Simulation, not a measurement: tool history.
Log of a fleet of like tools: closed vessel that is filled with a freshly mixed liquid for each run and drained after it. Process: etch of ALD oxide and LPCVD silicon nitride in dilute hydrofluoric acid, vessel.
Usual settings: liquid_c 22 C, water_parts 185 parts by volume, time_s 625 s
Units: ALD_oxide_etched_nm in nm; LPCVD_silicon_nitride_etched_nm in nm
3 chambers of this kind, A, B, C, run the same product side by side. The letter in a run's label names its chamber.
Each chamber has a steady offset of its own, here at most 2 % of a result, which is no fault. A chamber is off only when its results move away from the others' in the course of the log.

run	hour	liquid_c	water_parts	time_s	hours since the thermometer was replaced	hours since the hydrofluoric acid flow meter was replaced	read-back film thickness of the ALD oxide reference wafer, read on the same gauge (nm)	read-back film thickness of the LPCVD silicon nitride reference wafer, read on the same gauge (nm)	ALD_oxide_etched_nm	LPCVD_silicon_nitride_etched_nm
1C	10.8	22	185	625	1160.6	762.5	60.015	39.978	30.184	1.4128
2A	27.1	22	185	625	499.5	1592.1	59.998	39.964	30.389	1.5113
3B	39	22	185	625	1024	773.2	60.029	40.005	30.461	1.4138
4C	49.4	22	185	625	1199.2	801.1	60.002	39.996	30.115	1.4226
5A	64.3	22	185	625	536.7	1629.3	59.981	40.027	30.242	1.4632
6B	74	22	185	625	1059	808.2	59.982	40.025	30.652	1.4888
# hour 77.6: chamber B: hydrofluoric acid flow meter replaced
7C	85.9	22	185	625	1235.7	837.6	60.013	40.02	30.199	1.4322
8B	102.2	22	185	625	1087.2	24.7	60.015	39.999	30.462	1.4323
9A	114.5	22	185	625	586.9	1679.5	59.991	40.009	30.593	1.4324
10C	123.3	22	185	625	1273.1	875	59.969	39.993	30.142	1.4407
11A	137	22	185	625	609.4	1702	60.009	39.982	30.16	1.4608
12B	146.1	22	185	625	1131.1	68.6	59.99	40.013	30.066	1.4548
13B	159.4	22	185	625	1144.4	81.9	59.998	40.019	30.388	1.4645
14A	167.9	22	185	625	640.3	1732.9	60.03	39.979	30.675	1.477
15C	180.6	22	185	625	1330.4	932.3	59.988	40.039	29.741	1.4123
16B	195.9	22	185	625	1180.9	118.4	60.011	39.994	30.79	1.4623
17C	206.3	22	185	625	1356.1	958	59.987	39.988	30.113	1.4707
18A	213.8	22	185	625	686.2	1778.8	60.001	40.02	30.213	1.4161
19B	229.7	22	185	625	1214.7	152.2	60.006	39.979	30.868	1.4429
20C	246	22	185	625	1395.8	997.7	59.996	39.995	29.648	1.4328
# hour 254: chamber A: hydrofluoric acid flow meter replaced
21A	262.1	22	185	885	734.5	8.2	59.992	40.024	43.286	2.0825
22A	270	22	185	885	742.4	16.1	60.005	39.999	42.969	1.9812
23C	277.2	22	185	885	1427	1028.9	59.99	40.003	42.712	2.0345
# hour 281.7: chamber C: thermometer replaced
24B	291.5	22	100	755	1276.5	214	60.002	40.015	77.362	3.3244
25B	302	22	100	755	1287	224.5	59.99	40.019	78.347	3.2647
26A	312.7	22	100	755	785.1	58.8	60.007	40.025	76.438	3.1951
# hour 321.5: chamber C: hydrofluoric acid flow meter replaced
27C	324.5	22	185	625	42.9	3	59.997	40.031	29.675	1.4583
28B	333.3	22	185	625	1318.3	255.8	60.015	39.965	31.921	1.5671
29A	345.7	27	185	625	818.1	91.8	59.989	40.007	35.876	2.0022
30C	355.7	27	185	625	74.1	34.2	60.025	40.011	35.715	1.9224
31A	370.5	27	185	625	842.9	116.6	59.986	40.014	35.763	1.9606
32C	383.8	22	185	625	102.2	62.3	59.97	40.005	29.86	1.3895
33B	394.3	22	185	625	1379.3	316.8	60.001	40.023	32.197	1.5413
34B	406.5	22	185	625	1391.5	329	59.974	39.972	31.554	1.5997
35C	413.7	22	185	625	132.1	92.2	60.004	40.016	29.753	1.4084
36A	422.1	22	255	455	894.5	168.2	59.988	40.003	14.787	0.73434
37C	434.7	22	255	455	153.1	113.2	60.024	40.02	14.722	0.76097
38A	441.9	22	255	455	914.3	188	60.031	39.994	14.808	0.77702

What goes on in this fleet: one chamber off, a drifting gauge, or nothing beyond the chambers' own small offsets? Name the chamber and the cause, if any.

Chamber B drifts away from the others.
Cause: liquid hotter than its thermometer reads (K) = 1.48.

Here are 4 candidates for chamber B's next run, each the usual settings with a change, their results left as question marks. Which one brings its results back in line with what the others give on the usual settings?
In line means no further than this from the other chambers' mean on the usual settings: ALD_oxide_etched_nm 0.78 nm; LPCVD_silicon_nitride_etched_nm 0.1 nm
39B-1	453.7	21	180	590					?	?
39B-2	453.7	20.5	180	565					?	?
39B-3	453.7	23.5	190	685					?	?
39B-4	453.7	23	190	660					?	?

The other chambers' mean on the usual settings: ALD_oxide_etched_nm 30.037 nm; LPCVD_silicon_nitride_etched_nm 1.4399 nm
run	ALD_oxide_etched_nm	LPCVD_silicon_nitride_etched_nm
39B-1	30.121	1.4565
39B-2	28.299	1.3504
39B-3	35.91	1.8743
39B-4	33.979	1.7509
39B-1 brings the chamber back in line.
